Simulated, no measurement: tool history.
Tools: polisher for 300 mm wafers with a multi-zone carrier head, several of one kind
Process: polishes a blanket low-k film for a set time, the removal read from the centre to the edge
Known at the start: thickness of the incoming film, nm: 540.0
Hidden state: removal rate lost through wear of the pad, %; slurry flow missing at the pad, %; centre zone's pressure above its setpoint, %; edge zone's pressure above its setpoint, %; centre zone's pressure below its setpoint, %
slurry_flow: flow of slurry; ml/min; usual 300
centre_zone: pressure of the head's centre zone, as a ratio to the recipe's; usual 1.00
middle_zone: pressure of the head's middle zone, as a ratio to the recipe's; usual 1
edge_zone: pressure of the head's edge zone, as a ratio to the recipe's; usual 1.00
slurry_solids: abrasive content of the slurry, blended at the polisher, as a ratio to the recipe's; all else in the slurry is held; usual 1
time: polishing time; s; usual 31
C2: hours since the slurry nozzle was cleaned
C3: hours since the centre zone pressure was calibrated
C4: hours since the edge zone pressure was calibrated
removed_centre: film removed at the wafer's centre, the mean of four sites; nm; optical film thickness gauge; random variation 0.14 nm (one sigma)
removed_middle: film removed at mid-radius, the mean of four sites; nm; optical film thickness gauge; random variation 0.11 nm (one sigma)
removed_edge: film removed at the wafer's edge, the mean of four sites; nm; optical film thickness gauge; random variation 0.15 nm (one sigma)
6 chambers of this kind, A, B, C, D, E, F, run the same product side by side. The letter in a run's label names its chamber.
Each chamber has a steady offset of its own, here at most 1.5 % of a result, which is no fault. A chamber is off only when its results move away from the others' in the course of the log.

At hour 4.4: chamber B: worn pad replaced by a new one.
Run 1D, hour 11.6: usual settings; wafers polished on this pad 635; C2 46.7; C3 77.3; C4 627.3. Result: removed_centre 11.2620 nm, removed_middle 11.3810 nm, removed_edge 11.3290 nm.
At hour 13.6: chamber E: slurry nozzle cleaned.
Run 2B, hour 19.9: usual settings; wafers polished on this pad 157; C2 313.0; C3 177.9; C4 342.8. Result: removed_centre 11.3930 nm, removed_middle 11.3940 nm, removed_edge 11.3820 nm.
At hour 27.5: chamber C: worn pad replaced by a new one.
Run 3C, hour 30.1: usual settings; wafers polished on this pad 27; C2 264.4; C3 418.8; C4 800.0. Result: removed_centre 11.3910 nm, removed_middle 11.4440 nm, removed_edge 11.0800 nm.
Run 4E, hour 39.8: usual settings; wafers polished on this pad 776; C2 26.3; C3 490.9; C4 236.7. Result: removed_centre 11.4420 nm, removed_middle 11.5340 nm, removed_edge 11.3690 nm.
At hour 43.1: chamber A: worn pad replaced by a new one.
At hour 45.5: chamber D: worn pad replaced by a new one.
Run 5A, hour 49.1: usual settings; wafers polished on this pad 61; C2 257.3; C3 158.4; C4 81.1. Result: removed_centre 11.4890 nm, removed_middle 11.3370 nm, removed_edge 11.4040 nm.
Run 6F, hour 58.2: usual settings; wafers polished on this pad 1196; C2 140.1; C3 540.1; C4 438.9. Result: removed_centre 11.4490 nm, removed_middle 11.5590 nm, removed_edge 11.3350 nm.
At hour 64.6: chamber E: worn pad replaced by a new one.
Run 7B, hour 66.8: usual settings; wafers polished on this pad 631; C2 359.9; C3 224.8; C4 389.7. Result: removed_centre 11.2510 nm, removed_middle 11.3130 nm, removed_edge 11.4140 nm.
Run 8A, hour 79.5: usual settings; wafers polished on this pad 368; C2 287.7; C3 188.8; C4 111.5. Result: removed_centre 11.5960 nm, removed_middle 11.5520 nm, removed_edge 11.1510 nm.
At hour 84.4: chamber B: worn pad replaced by a new one.
Run 9F, hour 86.9: usual settings; wafers polished on this pad 1486; C2 168.8; C3 568.8; C4 467.6. Result: removed_centre 11.1830 nm, removed_middle 11.3470 nm, removed_edge 11.2070 nm.
Run 10C, hour 94.6: usual settings; wafers polished on this pad 678; C2 328.9; C3 483.3; C4 864.5. Result: removed_centre 11.3500 nm, removed_middle 11.4030 nm, removed_edge 11.2210 nm.
At hour 98.9: chamber C: slurry nozzle cleaned.
At hour 102.9: chamber B: slurry nozzle cleaned.
Run 11D, hour 107.9: usual settings but centre_zone 0.96, edge_zone 1.06; wafers polished on this pad 630; C2 143.0; C3 173.6; C4 723.6. Result: removed_centre 10.6890 nm, removed_middle 11.3730 nm, removed_edge 11.8790 nm.
Run 12E, hour 118.6: usual settings but centre_zone 0.96, edge_zone 1.06; wafers polished on this pad 545; C2 105.1; C3 569.7; C4 315.5. Result: removed_centre 10.7950 nm, removed_middle 11.8020 nm, removed_edge 11.9460 nm.
At hour 122.6: chamber D: worn pad replaced by a new one.
At hour 128.6: chamber A: worn pad replaced by a new one.
Run 13B, hour 128.6: usual settings but centre_zone 0.96, edge_zone 1.06; wafers polished on this pad 447; C2 25.8; C3 286.6; C4 451.5. Result: removed_centre 10.6830 nm, removed_middle 11.5020 nm, removed_edge 11.6090 nm.
At hour 136.5: chamber C: worn pad replaced by a new one.
Run 14E, hour 139.9: usual settings but centre_zone 0.96, edge_zone 1.06; wafers polished on this pad 761; C2 126.4; C3 591.0; C4 336.8. Result: removed_centre 11.0230 nm, removed_middle 11.6050 nm, removed_edge 11.6770 nm.
Run 15D, hour 149.1: usual settings but centre_zone 0.96, edge_zone 1.06; wafers polished on this pad 267; C2 184.2; C3 214.8; C4 764.8. Result: removed_centre 10.9290 nm, removed_middle 11.6730 nm, removed_edge 11.8600 nm.
Run 16F, hour 159.8: usual settings but centre_zone 0.96, edge_zone 1.06; wafers polished on this pad 2222; C2 241.7; C3 641.7; C4 540.5. Result: removed_centre 10.7770 nm, removed_middle 11.4760 nm, removed_edge 11.7230 nm.
At hour 163.8: chamber E: worn pad replaced by a new one.
At hour 168.7: chamber B: worn pad replaced by a new one.
Run 17A, hour 171.5: usual settings; wafers polished on this pad 434; C2 379.7; C3 280.8; C4 203.5. Result: removed_centre 11.3880 nm, removed_middle 11.2980 nm, removed_edge 11.3750 nm.
At hour 176.1: chamber D: slurry nozzle cleaned.
Run 18C, hour 183.1: usual settings; wafers polished on this pad 470; C2 84.2; C3 571.8; C4 953.0. Result: removed_centre 11.2980 nm, removed_middle 11.4830 nm, removed_edge 11.4980 nm.
Run 19B, hour 192.2: usual settings but edge_zone 1.11, time 25 s; wafers polished on this pad 237; C2 89.4; C3 350.2; C4 515.1. Result: removed_centre 9.0719 nm, removed_middle 9.1868 nm, removed_edge 9.5822 nm.
Run 20A, hour 202.1: usual settings but edge_zone 1.11, time 25 s; wafers polished on this pad 743; C2 410.3; C3 311.4; C4 234.1. Result: removed_centre 9.2462 nm, removed_middle 9.1570 nm, removed_edge 9.6789 nm.
Run 21D, hour 211.9: usual settings but edge_zone 1.11, time 25 s; wafers polished on this pad 902; C2 35.9; C3 277.6; C4 827.6. Result: removed_centre 8.9937 nm, removed_middle 9.2669 nm, removed_edge 9.8065 nm.
At hour 213.9: chamber D: worn pad replaced by a new one.
At hour 217.2: chamber A: worn pad replaced by a new one.
Run 22E, hour 224.6: usual settings but edge_zone 1.11, time 25 s; wafers polished on this pad 614; C2 211.1; C3 675.7; C4 421.5. Result: removed_centre 9.1967 nm, removed_middle 9.2838 nm, removed_edge 9.5491 nm.
At hour 229.0: chamber C: edge zone pressure recalibrated.
At hour 232.7: chamber A: centre zone pressure recalibrated.
Run 23C, hour 235.1: usual settings but edge_zone 1.11, time 25 s; wafers polished on this pad 996; C2 136.2; C3 623.8; C4 6.1. Result: removed_centre 9.3267 nm, removed_middle 9.2463 nm, removed_edge 9.4484 nm.
Run 24F, hour 242.7: usual settings but edge_zone 1.11, time 25 s; wafers polished on this pad 3060; C2 324.6; C3 724.6; C4 623.4. Result: removed_centre 8.6183 nm, removed_middle 8.7144 nm, removed_edge 9.1527 nm.
At hour 249.9: chamber B: worn pad replaced by a new one.
At hour 250.4: chamber C: worn pad replaced by a new one.
Run 25C, hour 256.6: usual settings; wafers polished on this pad 62; C2 157.7; C3 645.3; C4 27.6. Result: removed_centre 11.3320 nm, removed_middle 11.6090 nm, removed_edge 11.1850 nm.
At hour 257.7: chamber E: worn pad replaced by a new one.
Run 26E, hour 268.0: usual settings; wafers polished on this pad 104; C2 254.5; C3 719.1; C4 464.9. Result: removed_centre 11.3660 nm, removed_middle 11.6460 nm, removed_edge 11.3490 nm.
Run 27B, hour 278.5: usual settings; wafers polished on this pad 289; C2 175.7; C3 436.5; C4 601.4. Result: removed_centre 11.1320 nm, removed_middle 11.4490 nm, removed_edge 10.9870 nm.
Run 28A, hour 287.0: usual settings; wafers polished on this pad 705; C2 495.2; C3 54.3; C4 319.0. Result: removed_centre 11.4480 nm, removed_middle 11.1740 nm, removed_edge 11.5410 nm.
At hour 296.3: chamber F: slurry nozzle cleaned.
At hour 296.4: chamber E: edge zone pressure recalibrated.
Run 29F, hour 300.0: usual settings; wafers polished on this pad 3638; C2 3.7; C3 781.9; C4 680.7. Result: removed_centre 10.3550 nm, removed_middle 10.6410 nm, removed_edge 10.3760 nm.
At hour 301.9: chamber A: worn pad replaced by a new one.
At hour 306.8: chamber D: worn pad replaced by a new one.
At hour 312.3: chamber D: edge zone pressure recalibrated.
Run 30D, hour 314.5: usual settings; wafers polished on this pad 78; C2 138.5; C3 380.2; C4 2.2. Result: removed_centre 11.2590 nm, removed_middle 11.2280 nm, removed_edge 11.3610 nm.
At hour 322.5: chamber B: centre zone pressure recalibrated.
Run 31F, hour 323.4: usual settings; wafers polished on this pad 3875; C2 27.1; C3 805.3; C4 704.1. Result: removed_centre 10.4300 nm, removed_middle 10.3180 nm, removed_edge 10.4340 nm.
At hour 329.3: chamber B: worn pad replaced by a new one.
Run 32A, hour 331.4: usual settings; wafers polished on this pad 298; C2 539.6; C3 98.7; C4 363.4. Result: removed_centre 11.3510 nm, removed_middle 11.1540 nm, removed_edge 11.4550 nm.
Run 33E, hour 344.6: usual settings; wafers polished on this pad 878; C2 331.1; C3 795.7; C4 48.3. Result: removed_centre 11.5310 nm, removed_middle 11.3980 nm, removed_edge 11.2460 nm.
Run 34C, hour 358.9: usual settings; wafers polished on this pad 1096; C2 260.0; C3 747.6; C4 129.9. Result: removed_centre 11.4820 nm, removed_middle 11.4440 nm, removed_edge 11.2500 nm.
Run 35B, hour 366.2: usual settings; wafers polished on this pad 373; C2 263.4; C3 43.7; C4 689.1. Result: removed_centre 11.4420 nm, removed_middle 11.2750 nm, removed_edge 11.2950 nm.
At hour 368.9: chamber D: slurry nozzle cleaned.
Run 36D, hour 373.4: usual settings; wafers polished on this pad 673; C2 4.6; C3 439.1; C4 61.1. Result: removed_centre 11.1410 nm, removed_middle 11.4190 nm, removed_edge 11.3590 nm.

Is one chamber off against the others, does the gauge drift, or is nothing wrong? If a chamber is off, say which, and what the likeliest cause is.

Chamber F drifts away from the others.
Cause: removal rate lost through wear of the pad, % = 12.8.

Here are 4 candidates for chamber F's next run, each the usual settings with a change, their results left as question marks. Which one brings its results back in line with what the others give on the usual settings?
In line means no further than this from the other chambers' mean on the usual settings: removed_centre 0.4800 nm; removed_middle 0.3900 nm; removed_edge 0.5100 nm
Run 37F-1, hour 384.0: usual settings but slurry_flow 295 ml/min, centre_zone 0.99, middle_zone 1.01, edge_zone 0.99, slurry_solids 0.95, time 25 s. Result: removed_centre ?, removed_middle ?, removed_edge ?.
Run 37F-2, hour 384.0: usual settings but slurry_flow 305 ml/min, centre_zone 1.01, middle_zone 0.99, edge_zone 1.01, slurry_solids 1.10, time 38 s. Result: removed_centre ?, removed_middle ?, removed_edge ?.
Run 37F-3, hour 384.0: usual settings but slurry_flow 295 ml/min, centre_zone 0.99, slurry_solids 0.95, time 28 s. Result: removed_centre ?, removed_middle ?, removed_edge ?.
Run 37F-4, hour 384.0: usual settings but slurry_flow 305 ml/min, centre_zone 1.01, middle_zone 0.99, edge_zone 1.01, slurry_solids 1.05, time 35 s. Result: removed_centre ?, removed_middle ?, removed_edge ?.

The other chambers' mean on the usual settings: removed_centre 11.4190 nm; removed_middle 11.4130 nm; removed_edge 11.4100 nm
  run  removed_centre  removed_middle  removed_edge
37F-1          7.6905          7.9583        7.7713
37F-2         12.8050         12.7200       12.7780
37F-3          8.6127          8.8320        8.7506
37F-4         11.5580         11.4810       11.5340
37F-4 brings the chamber back in line.
